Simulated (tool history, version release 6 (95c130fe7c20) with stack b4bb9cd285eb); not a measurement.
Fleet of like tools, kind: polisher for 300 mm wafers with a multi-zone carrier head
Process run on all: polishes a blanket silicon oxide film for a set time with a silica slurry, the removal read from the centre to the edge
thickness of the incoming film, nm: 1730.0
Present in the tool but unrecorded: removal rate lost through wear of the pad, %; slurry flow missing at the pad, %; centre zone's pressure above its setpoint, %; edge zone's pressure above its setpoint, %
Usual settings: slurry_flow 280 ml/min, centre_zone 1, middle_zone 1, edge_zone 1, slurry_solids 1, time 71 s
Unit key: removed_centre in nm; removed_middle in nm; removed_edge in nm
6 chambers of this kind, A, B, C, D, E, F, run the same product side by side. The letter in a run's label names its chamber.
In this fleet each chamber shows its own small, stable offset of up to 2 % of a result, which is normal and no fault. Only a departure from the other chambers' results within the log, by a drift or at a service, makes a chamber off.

run,hour,slurry_flow,centre_zone,middle_zone,edge_zone,slurry_solids,time,wafers polished on this pad,hours since the slurry nozzle was cleaned,hours since the centre zone pressure was calibrated,hours since the edge zone pressure was calibrated,removed_centre,removed_middle,removed_edge
# hour 1.7: chamber E: worn pad replaced by a new one
# hour 1.7: chamber F: edge zone pressure recalibrated
# hour 7.5: chamber B: worn pad replaced by a new one
1A,8.2,280,1,1,1,1,71,399,132.7,654.2,43.5,277.3,268.88,275.47
2D,18,280,1,1,1,1,71,446,228.8,507.4,177.5,271.15,272.68,275.36
3C,23.2,280,1,1,1,1,71,287,205.4,130.9,715.1,269.66,276.21,276.87
4E,28.1,280,1,1,1,1,71,291,679.7,214.5,104.7,271.55,269.83,271.37
5B,35.7,280,1,1,1,1,71,311,324.8,186.4,195.2,270.74,283.55,276.98
6F,42.8,280,1,1,1,1,71,1255,257.8,290.7,41.2,275.76,274.79,273.9
# hour 46.7: chamber F: worn pad replaced by a new one
7A,52.3,280,1,1,1,1,71,886,176.8,698.3,87.6,277.43,271.95,274.5
# hour 55.5: chamber C: edge zone pressure recalibrated
# hour 56.8: chamber C: worn pad replaced by a new one
8F,59.2,280,1,1,1,1,71,138,274.2,307.1,57.6,278.04,273.96,275.94
9D,65.5,280,1,1,1,1,71,970,276.3,554.9,225,271.8,281.48,275.7
10E,71.7,280,1,1,1,1,71,772,723.3,258.1,148.3,271.8,266.93,273.06
# hour 75.3: chamber E: worn pad replaced by a new one
# hour 76.3: chamber A: worn pad replaced by a new one
11C,79.7,280,1,1,1,0.9,71,252,261.9,187.4,24.2,254.99,254.43,257.44
12B,87.6,280,1,1,1,0.9,71,883,376.7,238.3,247.1,261.49,262.28,257.48
13B,92.3,280,1,1,1,0.9,71,935,381.4,243,251.8,258.47,260.76,257.18
14E,97.1,280,1,1,1,0.9,71,240,748.7,283.5,173.7,257.27,262.98,260.22
# hour 98.5: chamber E: slurry nozzle cleaned
15A,105.8,280,1,1,1,0.9,71,325,230.3,751.8,141.1,264.94,260.76,257.1
16F,112.4,280,1,1,1,0.9,71,725,327.4,360.3,110.8,261.82,264.51,259.35
# hour 114.5: chamber B: worn pad replaced by a new one
# hour 114.6: chamber C: worn pad replaced by a new one
17D,121.6,280,1,1,1,1,71,1589,332.4,611,281.1,268.74,274.06,274.21
# hour 127.4: chamber A: slurry nozzle cleaned
18C,129.3,280,1,1,1,1,71,162,311.5,237,73.8,268.28,281.17,276.87
19B,138.3,280,1,1.08,0.89,1,71,262,427.4,289,297.8,273.64,295.04,256.04
# hour 144.8: chamber E: worn pad replaced by a new one
20A,148.3,280,1,1.08,0.89,1,71,794,20.9,794.3,183.6,277.5,287.04,260.53
21D,156.9,280,1,1.08,0.89,1,71,1978,367.7,646.3,316.4,264.29,294.41,249.93
# hour 157.9: chamber F: worn pad replaced by a new one
# hour 158.5: chamber B: slurry nozzle cleaned
22E,161.9,280,1,1.08,0.89,1,71,189,63.5,348.3,238.5,274.28,285.85,259
# hour 164.6: chamber C: worn pad replaced by a new one
23C,168.8,280,1,1.08,0.89,1,71,46,351,276.5,113.3,269.13,297.71,259.77
24F,174.9,280,1,1.08,0.89,1,71,187,389.9,422.8,173.3,278.11,292.4,257.75
25F,184.6,280,1,1,1,1,71,294,399.6,432.5,183,276.94,268.88,277.07
# hour 192.9: chamber A: worn pad replaced by a new one
26A,194.3,280,1,1,1,1,71,15,66.9,840.3,229.6,275.2,268.31,269.5
27E,202.9,280,1,1,1,1,71,641,104.5,389.3,279.5,272.76,270.18,273.46
# hour 211: chamber E: worn pad replaced by a new one
28D,211.5,280,1.12,1,1,1,71,2581,422.3,700.9,371,292.29,261.83,262.87
29C,221.4,280,1.12,1,1,1,71,626,403.6,329.1,165.9,306.81,275.62,275.48
# hour 223.2: chamber C: worn pad replaced by a new one
# hour 225.2: chamber B: worn pad replaced by a new one
30B,228.4,280,1.12,1,1,1,71,35,69.9,379.1,387.9,309.63,274.26,275.13
31E,236.3,280,1.12,1,1,1,71,279,137.9,422.7,312.9,311.05,278.27,278.39
32A,245.4,280,1.12,1,1,1,71,579,118,891.4,280.7,313.45,272.65,275.91
33D,255.9,280,1.12,1,1,1,71,3071,466.7,745.3,415.4,289.34,260.2,254.9
34B,262.9,280,1,1,1,1,71,416,104.4,413.6,422.4,274.99,270.84,274.92
# hour 268.2: chamber F: centre zone pressure recalibrated
35C,269.4,280,1,1,1,1,71,510,451.6,377.1,213.9,268.44,278.59,271.93
36F,277.5,280,1,1,1,1,71,1319,492.5,9.3,275.9,277.63,269.11,277.6
# hour 280.4: chamber C: worn pad replaced by a new one
37C,282.8,230,1,1,1,1,61,27,465,390.5,227.3,228.01,232.42,234.78
38D,291.1,230,1,1,1,1,61,3459,501.9,780.5,450.6,207.67,213.38,211.62

Read the log: is a single chamber off, either drifting away or since a service, is the gauge that measures every chamber drifting, or is nothing wrong beyond small per-chamber offsets? Name any odd chamber and what most likely caused it.

Chamber D drifts away from the others.
What lies behind it: removal rate lost through wear of the pad, % = 9.11.

Which of the 4 candidates below, each the usual settings with something changed and its results left as question marks, puts chamber D back in line with what the other chambers give on the usual settings?
To be in line, a result may differ from the other chambers' mean on the usual settings by at most: removed_centre 6.5 nm; removed_middle 14 nm; removed_edge 7.9 nm
39D-1,298.8,280,1,1,1,1,67,,,,,?,?,?
39D-2,298.8,280,1,1,1,1,75,,,,,?,?,?
39D-3,298.8,280,1,0.99,1.01,1.05,77,,,,,?,?,?
39D-4,298.8,280,0.99,1.01,0.99,0.95,66,,,,,?,?,?

The other chambers' mean on the usual settings: removed_centre 274.58 nm; removed_middle 274.34 nm; removed_edge 274.72 nm
run,removed_centre,removed_middle,removed_edge
39D-1,233.51,237,234.68
39D-2,261.4,265.3,262.7
39D-3,274.43,276.03,277.29
39D-4,222.07,229.94,224.43
39D-3 is the one that brings the chamber's results back in line with the other chambers.
